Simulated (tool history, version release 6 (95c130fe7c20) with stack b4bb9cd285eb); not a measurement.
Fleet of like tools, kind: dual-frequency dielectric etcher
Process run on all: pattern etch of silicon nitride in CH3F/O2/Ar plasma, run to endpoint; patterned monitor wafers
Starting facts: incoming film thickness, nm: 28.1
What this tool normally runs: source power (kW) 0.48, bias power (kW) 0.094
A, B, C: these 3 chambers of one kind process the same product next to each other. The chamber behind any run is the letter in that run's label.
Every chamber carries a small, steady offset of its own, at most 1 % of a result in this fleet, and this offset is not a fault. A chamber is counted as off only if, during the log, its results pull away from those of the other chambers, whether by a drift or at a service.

{"run": "1A", "day": 0.1, "source power (kW)": 0.48, "bias power (kW)": 0.094, "endpoint time (s)": 34.626}
{"run": "2B", "day": 0.3, "source power (kW)": 0.48, "bias power (kW)": 0.094, "endpoint time (s)": 34.135}
{"run": "3C", "day": 0.471, "source power (kW)": 0.48, "bias power (kW)": 0.094, "endpoint time (s)": 34.537}
{"run": "4A", "day": 0.579, "source power (kW)": 0.48, "bias power (kW)": 0.094, "endpoint time (s)": 34.473}
{"run": "5C", "day": 0.688, "source power (kW)": 0.48, "bias power (kW)": 0.094, "endpoint time (s)": 34.766}
{"run": "6B", "day": 0.879, "source power (kW)": 0.48, "bias power (kW)": 0.094, "endpoint time (s)": 34.412}
{"run": "7C", "day": 1.004, "source power (kW)": 0.48, "bias power (kW)": 0.094, "endpoint time (s)": 34.139}
{"run": "8B", "day": 1.112, "source power (kW)": 0.42, "bias power (kW)": 0.11, "endpoint time (s)": 33.658}
{"run": "9A", "day": 1.3, "source power (kW)": 0.42, "bias power (kW)": 0.11, "endpoint time (s)": 33.869}
{"run": "10B", "day": 1.454, "source power (kW)": 0.42, "bias power (kW)": 0.11, "endpoint time (s)": 33.974}
{"day": 1.612, "done": "chamber A: wet clean of the chamber"}
{"run": "11A", "day": 1.654, "source power (kW)": 0.48, "bias power (kW)": 0.094, "endpoint time (s)": 36.088}
{"run": "12C", "day": 1.762, "source power (kW)": 0.48, "bias power (kW)": 0.094, "endpoint time (s)": 34.153}
{"run": "13A", "day": 1.938, "source power (kW)": 0.48, "bias power (kW)": 0.094, "endpoint time (s)": 36.314}
{"run": "14C", "day": 2.1, "source power (kW)": 0.48, "bias power (kW)": 0.094, "endpoint time (s)": 34.407}
{"run": "15B", "day": 2.246, "source power (kW)": 0.48, "bias power (kW)": 0.094, "endpoint time (s)": 34.375}
{"run": "16B", "day": 2.404, "source power (kW)": 0.48, "bias power (kW)": 0.094, "endpoint time (s)": 34.49}
{"run": "17A", "day": 2.538, "source power (kW)": 0.48, "bias power (kW)": 0.094, "endpoint time (s)": 36.089}
{"run": "18C", "day": 2.7, "source power (kW)": 0.48, "bias power (kW)": 0.094, "endpoint time (s)": 34.414}
{"run": "19A", "day": 2.854, "source power (kW)": 0.48, "bias power (kW)": 0.094, "endpoint time (s)": 36.021}
{"run": "20C", "day": 2.942, "source power (kW)": 0.48, "bias power (kW)": 0.094, "endpoint time (s)": 34.613}
{"run": "21B", "day": 3.038, "source power (kW)": 0.48, "bias power (kW)": 0.077, "endpoint time (s)": 36.727}
{"run": "22B", "day": 3.162, "source power (kW)": 0.48, "bias power (kW)": 0.077, "endpoint time (s)": 36.187}

Is one chamber off against the others, does the gauge drift, or is nothing wrong? If a chamber is off, say which, and what the likeliest cause is.

Chamber A came out of a service off from its peers and stayed that way.
Most likely cause: etch rate under this chamber's usual, % = 4.97.

Here are 4 candidates for chamber A's next run, each the usual settings with a change, their results left as question marks. Which one brings its results back in line with what the others give on the usual settings?
Allowed miss from the other chambers' usual-settings mean, per result, to count as in line: endpoint time (s) 0.69
{"run": "23A-1", "day": 3.308, "source power (kW)": 0.46, "bias power (kW)": 0.094, "endpoint time (s)": "?"}
{"run": "23A-2", "day": 3.308, "source power (kW)": 0.54, "bias power (kW)": 0.094, "endpoint time (s)": "?"}
{"run": "23A-3", "day": 3.308, "source power (kW)": 0.45, "bias power (kW)": 0.088, "endpoint time (s)": "?"}
{"run": "23A-4", "day": 3.308, "source power (kW)": 0.5, "bias power (kW)": 0.094, "endpoint time (s)": "?"}

Mean of the other chambers on the usual settings: endpoint time (s) 34.418
run=23A-1 endpoint_time_(s)=36.906
run=23A-2 endpoint_time_(s)=34.758
run=23A-3 endpoint_time_(s)=38.107
run=23A-4 endpoint_time_(s)=35.774
With 23A-2, the chamber falls back in line with the rest.

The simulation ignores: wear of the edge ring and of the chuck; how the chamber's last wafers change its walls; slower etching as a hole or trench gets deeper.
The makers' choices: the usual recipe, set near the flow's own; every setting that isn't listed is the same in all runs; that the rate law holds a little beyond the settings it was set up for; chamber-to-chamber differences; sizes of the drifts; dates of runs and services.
